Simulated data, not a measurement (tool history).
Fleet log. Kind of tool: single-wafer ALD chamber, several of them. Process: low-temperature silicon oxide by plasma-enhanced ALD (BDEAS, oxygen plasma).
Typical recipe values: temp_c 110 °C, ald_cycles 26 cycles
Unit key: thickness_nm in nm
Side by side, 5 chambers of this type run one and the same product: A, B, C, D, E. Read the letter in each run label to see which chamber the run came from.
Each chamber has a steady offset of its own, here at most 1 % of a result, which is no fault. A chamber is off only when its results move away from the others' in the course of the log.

run,day,temp_c,ald_cycles,"read-back reference wafer on the same gauge, thickness_nm",thickness_nm
1A,0.338,110,26,3.5487,3.6428
2B,0.683,110,26,3.5519,3.6822
3E,1.321,110,26,3.5504,3.6343
4D,1.708,110,26,3.5497,3.6397
5C,2.242,110,23,3.5533,3.2502
6B,2.733,110,23,3.5534,3.2483
7C,3.096,110,23,3.5510,3.2476
8E,3.388,110,23,3.5477,3.2472
9D,3.779,110,23,3.5514,3.2004
10A,4.188,110,26,3.5484,3.6576
11C,4.521,110,26,3.5524,3.6534
12A,4.833,110,26,3.5467,3.6734
13B,5.171,110,26,3.5504,3.7006
14D,5.692,110,26,3.5499,3.6218
15E,6.329,110,22,3.5496,3.0991
16B,6.875,110,22,3.5509,3.0942
17D,7.358,110,22,3.5505,3.0660
18E,7.700,110,22,3.5484,3.0952
19C,8.242,110,22,3.5516,3.0924
20A,8.638,110,26,3.5507,3.6733
21D,9.250,110,26,3.5497,3.6437
22C,9.762,110,26,3.5510,3.6685
23E,10.208,121,31,3.5533,4.2694
24A,10.658,121,31,3.5503,4.2731
25B,11.050,121,31,3.5502,4.2815
26A,11.667,121,31,3.5483,4.3032
27D,12.192,121,31,3.5492,4.2254
28B,12.617,110,26,3.5509,3.6804
29E,13.071,110,26,3.5522,3.6693
30C,13.633,110,26,3.5512,3.6569
31E,14.217,110,26,3.5509,3.6854
32A,14.775,110,26,3.5497,3.6670
33B,15.062,110,26,3.5490,3.6884
34D,15.700,110,26,3.5520,3.6201
35C,16.100,110,26,3.5506,3.6684
36E,16.608,110,26,3.5485,3.6500
37A,16.992,110,26,3.5511,3.6669
38D,17.479,110,26,3.5526,3.6179
39C,17.908,110,26,3.5508,3.6479

Predict what each chamber gives when all 5 of them run the settings below next.
40A,18.367,120,26,,?
40B,18.367,120,26,,?
40C,18.367,120,26,,?
40D,18.367,120,26,,?
40E,18.367,120,26,,?

run,thickness_nm
40A,3.5861
40B,3.6052
40C,3.5971
40D,3.5634
40E,3.5977
